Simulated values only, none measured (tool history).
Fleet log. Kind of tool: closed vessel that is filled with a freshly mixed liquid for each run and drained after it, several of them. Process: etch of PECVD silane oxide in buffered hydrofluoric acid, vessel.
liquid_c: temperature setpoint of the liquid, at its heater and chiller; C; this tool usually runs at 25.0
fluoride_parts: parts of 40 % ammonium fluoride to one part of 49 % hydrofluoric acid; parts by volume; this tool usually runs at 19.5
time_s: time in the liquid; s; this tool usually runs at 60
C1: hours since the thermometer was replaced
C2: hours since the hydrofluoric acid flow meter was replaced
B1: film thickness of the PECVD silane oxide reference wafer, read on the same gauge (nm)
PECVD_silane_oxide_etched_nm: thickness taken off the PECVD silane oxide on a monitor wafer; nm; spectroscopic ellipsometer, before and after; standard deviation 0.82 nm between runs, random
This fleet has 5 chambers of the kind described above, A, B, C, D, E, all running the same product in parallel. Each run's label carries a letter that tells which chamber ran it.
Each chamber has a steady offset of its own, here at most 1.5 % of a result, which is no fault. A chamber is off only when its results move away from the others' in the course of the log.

Run 1E, hour 5.6: usual settings; C1 908.2; C2 275.8; B1 89.973. Result: PECVD_silane_oxide_etched_nm 153.60 nm.
Run 2D, hour 8.8: usual settings; C1 251.1; C2 872.6; B1 89.957. Result: PECVD_silane_oxide_etched_nm 154.50 nm.
Run 3A, hour 12.8: usual settings; C1 1529.9; C2 849.6; B1 90.016. Result: PECVD_silane_oxide_etched_nm 153.93 nm.
At hour 17.4: chamber C: thermometer replaced.
Run 4C, hour 18.8: usual settings; C1 1.4; C2 1704.5; B1 90.008. Result: PECVD_silane_oxide_etched_nm 151.10 nm.
Run 5B, hour 24.0: usual settings; C1 989.0; C2 1185.5; B1 90.046. Result: PECVD_silane_oxide_etched_nm 154.92 nm.
Run 6C, hour 27.6: usual settings; C1 10.2; C2 1713.3; B1 90.006. Result: PECVD_silane_oxide_etched_nm 151.43 nm.
Run 7E, hour 30.6: usual settings; C1 933.2; C2 300.8; B1 90.013. Result: PECVD_silane_oxide_etched_nm 152.70 nm.
Run 8D, hour 35.1: usual settings; C1 277.4; C2 898.9; B1 90.021. Result: PECVD_silane_oxide_etched_nm 153.00 nm.
Run 9B, hour 38.1: usual settings; C1 1003.1; C2 1199.6; B1 89.979. Result: PECVD_silane_oxide_etched_nm 154.34 nm.
Run 10A, hour 43.6: usual settings; C1 1560.7; C2 880.4; B1 89.999. Result: PECVD_silane_oxide_etched_nm 153.08 nm.
Run 11E, hour 46.5: usual settings; C1 949.1; C2 316.7; B1 90.024. Result: PECVD_silane_oxide_etched_nm 154.76 nm.
At hour 49.0: chamber C: hydrofluoric acid flow meter replaced.
Run 12A, hour 50.7: usual settings but liquid_c 29.0 C; C1 1567.8; C2 887.5; B1 89.985. Result: PECVD_silane_oxide_etched_nm 189.31 nm.
Run 13D, hour 56.2: usual settings but liquid_c 29.0 C; C1 298.5; C2 920.0; B1 90.021. Result: PECVD_silane_oxide_etched_nm 191.42 nm.
Run 14C, hour 59.7: usual settings but liquid_c 29.0 C; C1 42.3; C2 10.8; B1 90.000. Result: PECVD_silane_oxide_etched_nm 188.68 nm.
Run 15B, hour 65.9: usual settings but liquid_c 29.0 C; C1 1030.9; C2 1227.4; B1 90.019. Result: PECVD_silane_oxide_etched_nm 189.68 nm.
Run 16C, hour 70.6: usual settings but liquid_c 29.0 C; C1 53.2; C2 21.7; B1 90.013. Result: PECVD_silane_oxide_etched_nm 187.95 nm.
Run 17A, hour 74.0: usual settings; C1 1591.1; C2 910.8; B1 89.985. Result: PECVD_silane_oxide_etched_nm 153.88 nm.
Run 18D, hour 78.6: usual settings; C1 320.9; C2 942.4; B1 89.996. Result: PECVD_silane_oxide_etched_nm 155.15 nm.
Run 19B, hour 84.5: usual settings; C1 1049.5; C2 1246.0; B1 90.012. Result: PECVD_silane_oxide_etched_nm 153.88 nm.
Run 20E, hour 88.2: usual settings but fluoride_parts 15.0 parts by volume; C1 990.8; C2 358.4; B1 90.012. Result: PECVD_silane_oxide_etched_nm 199.42 nm.
Run 21C, hour 91.9: usual settings but fluoride_parts 15.0 parts by volume; C1 74.5; C2 43.0; B1 90.009. Result: PECVD_silane_oxide_etched_nm 198.26 nm.
At hour 93.2: chamber E: thermometer replaced.
Run 22A, hour 97.3: usual settings but fluoride_parts 15.0 parts by volume; C1 1614.4; C2 934.1; B1 89.999. Result: PECVD_silane_oxide_etched_nm 196.98 nm.
Run 23B, hour 102.3: usual settings but fluoride_parts 15.0 parts by volume; C1 1067.3; C2 1263.8; B1 90.010. Result: PECVD_silane_oxide_etched_nm 200.75 nm.
Run 24D, hour 107.2: usual settings but fluoride_parts 15.0 parts by volume; C1 349.5; C2 971.0; B1 89.958. Result: PECVD_silane_oxide_etched_nm 204.49 nm.
Run 25E, hour 112.7: usual settings; C1 19.5; C2 382.9; B1 89.986. Result: PECVD_silane_oxide_etched_nm 153.99 nm.
Run 26C, hour 118.3: usual settings; C1 100.9; C2 69.4; B1 89.987. Result: PECVD_silane_oxide_etched_nm 151.80 nm.
Run 27A, hour 122.6: usual settings; C1 1639.7; C2 959.4; B1 89.969. Result: PECVD_silane_oxide_etched_nm 153.41 nm.
Run 28E, hour 127.0: usual settings; C1 33.8; C2 397.2; B1 90.012. Result: PECVD_silane_oxide_etched_nm 152.62 nm.
Run 29B, hour 132.0: usual settings; C1 1097.0; C2 1293.5; B1 89.971. Result: PECVD_silane_oxide_etched_nm 154.30 nm.
Run 30D, hour 136.6: usual settings; C1 378.9; C2 1000.4; B1 89.998. Result: PECVD_silane_oxide_etched_nm 160.43 nm.
Run 31B, hour 142.9: usual settings but liquid_c 28.5 C; C1 1107.9; C2 1304.4; B1 90.014. Result: PECVD_silane_oxide_etched_nm 186.15 nm.
Run 32A, hour 147.9: usual settings but liquid_c 28.5 C; C1 1665.0; C2 984.7; B1 89.996. Result: PECVD_silane_oxide_etched_nm 185.61 nm.
Run 33E, hour 151.3: usual settings but liquid_c 28.5 C; C1 58.1; C2 421.5; B1 89.992. Result: PECVD_silane_oxide_etched_nm 184.26 nm.
Run 34D, hour 156.8: usual settings but liquid_c 28.5 C; C1 399.1; C2 1020.6; B1 89.985. Result: PECVD_silane_oxide_etched_nm 193.42 nm.
Run 35C, hour 163.0: usual settings but liquid_c 28.5 C; C1 145.6; C2 114.1; B1 90.009. Result: PECVD_silane_oxide_etched_nm 183.22 nm.

Has any chamber moved away from the others, gradually or after a service, or does the common gauge drift, or do the chambers differ only by their own small steady offsets? State the chamber and the most likely cause if one applies.

Chamber D drifts away from the others.
Most likely cause: hydrofluoric acid flow above the setpoint (%) = 4.68.
The log might look much the same if the cause were instead: liquid hotter than its thermometer reads (K).

Here are 4 candidates for chamber D's next run, each the usual settings with a change, their results left as question marks. Which one brings its results back in line with what the others give on the usual settings?
Allowed miss from the other chambers' usual-settings mean, per result, to count as in line: PECVD_silane_oxide_etched_nm 2.90 nm
Run 36D-1, hour 167.5: usual settings but liquid_c 24.5 C, fluoride_parts 20.0 parts by volume. Result: PECVD_silane_oxide_etched_nm ?.
Run 36D-2, hour 167.5: usual settings but liquid_c 25.5 C, fluoride_parts 19.0 parts by volume. Result: PECVD_silane_oxide_etched_nm ?.
Run 36D-3, hour 167.5: usual settings but liquid_c 26.5 C. Result: PECVD_silane_oxide_etched_nm ?.
Run 36D-4, hour 167.5: usual settings but liquid_c 23.5 C. Result: PECVD_silane_oxide_etched_nm ?.

Average result of the remaining chambers running the usual settings: PECVD_silane_oxide_etched_nm 153.24 nm
  run  PECVD_silane_oxide_etched_nm
36D-1                        152.18
36D-2                        169.33
36D-3                        174.24
36D-4                        147.70
36D-1 is the one that brings the chamber's results back in line with the other chambers.
